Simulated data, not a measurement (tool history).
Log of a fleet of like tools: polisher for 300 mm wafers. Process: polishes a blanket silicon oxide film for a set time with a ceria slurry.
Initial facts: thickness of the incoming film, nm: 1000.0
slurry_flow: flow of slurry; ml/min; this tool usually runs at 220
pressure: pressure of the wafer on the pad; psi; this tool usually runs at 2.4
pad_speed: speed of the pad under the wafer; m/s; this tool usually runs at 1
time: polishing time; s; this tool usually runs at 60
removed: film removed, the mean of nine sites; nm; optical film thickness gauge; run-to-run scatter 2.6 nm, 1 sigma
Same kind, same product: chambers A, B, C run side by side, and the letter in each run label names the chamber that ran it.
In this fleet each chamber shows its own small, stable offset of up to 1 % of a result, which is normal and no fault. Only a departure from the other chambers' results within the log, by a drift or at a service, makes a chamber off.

{"run": "1C", "day": 0.121, "slurry_flow": 220, "pressure": 2.4, "pad_speed": 1, "time": 60, "removed": 204.91}
{"day": 0.204, "done": "chamber C: worn pad replaced by a new one"}
{"day": 0.238, "done": "chamber A: worn pad replaced by a new one"}
{"run": "2A", "day": 0.3, "slurry_flow": 220, "pressure": 2.4, "pad_speed": 1, "time": 60, "removed": 207.44}
{"run": "3B", "day": 0.408, "slurry_flow": 220, "pressure": 2.4, "pad_speed": 1, "time": 60, "removed": 211.3}
{"run": "4B", "day": 0.604, "slurry_flow": 220, "pressure": 2.4, "pad_speed": 1, "time": 60, "removed": 211.2}
{"run": "5A", "day": 0.792, "slurry_flow": 220, "pressure": 2.4, "pad_speed": 1, "time": 60, "removed": 204.33}
{"run": "6C", "day": 0.908, "slurry_flow": 220, "pressure": 2.4, "pad_speed": 1, "time": 60, "removed": 205.48}
{"run": "7B", "day": 1.017, "slurry_flow": 220, "pressure": 2.4, "pad_speed": 1, "time": 60, "removed": 206.24}
{"run": "8A", "day": 1.167, "slurry_flow": 220, "pressure": 2.4, "pad_speed": 1, "time": 41, "removed": 140.99}
{"run": "9C", "day": 1.342, "slurry_flow": 220, "pressure": 2.4, "pad_speed": 1, "time": 41, "removed": 141.46}
{"run": "10A", "day": 1.542, "slurry_flow": 220, "pressure": 2.4, "pad_speed": 1, "time": 41, "removed": 143.77}
{"run": "11C", "day": 1.638, "slurry_flow": 220, "pressure": 2.4, "pad_speed": 1, "time": 60, "removed": 203.8}
{"run": "12B", "day": 1.767, "slurry_flow": 220, "pressure": 2.4, "pad_speed": 1, "time": 60, "removed": 209.44}
{"run": "13A", "day": 1.967, "slurry_flow": 220, "pressure": 2.4, "pad_speed": 1, "time": 60, "removed": 205.51}
{"run": "14B", "day": 2.104, "slurry_flow": 220, "pressure": 2.4, "pad_speed": 1, "time": 60, "removed": 207.75}
{"run": "15C", "day": 2.233, "slurry_flow": 220, "pressure": 2.4, "pad_speed": 1, "time": 60, "removed": 203.76}
{"run": "16B", "day": 2.367, "slurry_flow": 220, "pressure": 2.4, "pad_speed": 1, "time": 60, "removed": 202.74}
{"run": "17C", "day": 2.458, "slurry_flow": 220, "pressure": 2.4, "pad_speed": 1, "time": 60, "removed": 202.87}
{"run": "18A", "day": 2.642, "slurry_flow": 220, "pressure": 2.4, "pad_speed": 1, "time": 60, "removed": 202.4}
{"run": "19C", "day": 2.758, "slurry_flow": 220, "pressure": 2.4, "pad_speed": 1, "time": 60, "removed": 200.19}
{"run": "20A", "day": 2.912, "slurry_flow": 220, "pressure": 2.4, "pad_speed": 1, "time": 77, "removed": 265.38}
{"run": "21B", "day": 3.058, "slurry_flow": 220, "pressure": 2.4, "pad_speed": 1, "time": 77, "removed": 251.56}
{"run": "22C", "day": 3.2, "slurry_flow": 220, "pressure": 2.4, "pad_speed": 1, "time": 77, "removed": 259.52}
{"day": 3.271, "done": "chamber A: worn pad replaced by a new one"}
{"run": "23A", "day": 3.346, "slurry_flow": 220, "pressure": 2.4, "pad_speed": 1, "time": 60, "removed": 204.48}
{"run": "24B", "day": 3.508, "slurry_flow": 220, "pressure": 2.4, "pad_speed": 1, "time": 60, "removed": 195.27}
{"run": "25B", "day": 3.625, "slurry_flow": 220, "pressure": 2.4, "pad_speed": 1, "time": 60, "removed": 195.07}
{"run": "26A", "day": 3.742, "slurry_flow": 220, "pressure": 2.4, "pad_speed": 1, "time": 60, "removed": 207.39}
{"run": "27C", "day": 3.867, "slurry_flow": 220, "pressure": 1.6, "pad_speed": 1, "time": 43, "removed": 96.847}
{"run": "28A", "day": 4.054, "slurry_flow": 220, "pressure": 1.6, "pad_speed": 1, "time": 43, "removed": 99.589}
{"run": "29C", "day": 4.171, "slurry_flow": 220, "pressure": 1.6, "pad_speed": 1, "time": 43, "removed": 97.716}
{"run": "30B", "day": 4.283, "slurry_flow": 220, "pressure": 2.4, "pad_speed": 1, "time": 60, "removed": 193.28}
{"run": "31C", "day": 4.483, "slurry_flow": 220, "pressure": 2.4, "pad_speed": 1, "time": 60, "removed": 205.51}
{"day": 4.492, "done": "chamber B: slurry nozzle cleaned"}
{"run": "32A", "day": 4.621, "slurry_flow": 220, "pressure": 2.4, "pad_speed": 1, "time": 60, "removed": 202.13}
{"run": "33B", "day": 4.817, "slurry_flow": 220, "pressure": 2.4, "pad_speed": 1, "time": 60, "removed": 190.64}

All chambers now run identical settings, listed one chamber a line with results as question marks. What results will each chamber show?
{"run": "34A", "day": 4.962, "slurry_flow": 220, "pressure": 2.4, "pad_speed": 1, "time": 60, "removed": "?"}
{"run": "34B", "day": 4.962, "slurry_flow": 220, "pressure": 2.4, "pad_speed": 1, "time": 60, "removed": "?"}
{"run": "34C", "day": 4.962, "slurry_flow": 220, "pressure": 2.4, "pad_speed": 1, "time": 60, "removed": "?"}

run=34A removed=200.09
run=34B removed=185.99
run=34C removed=206.21
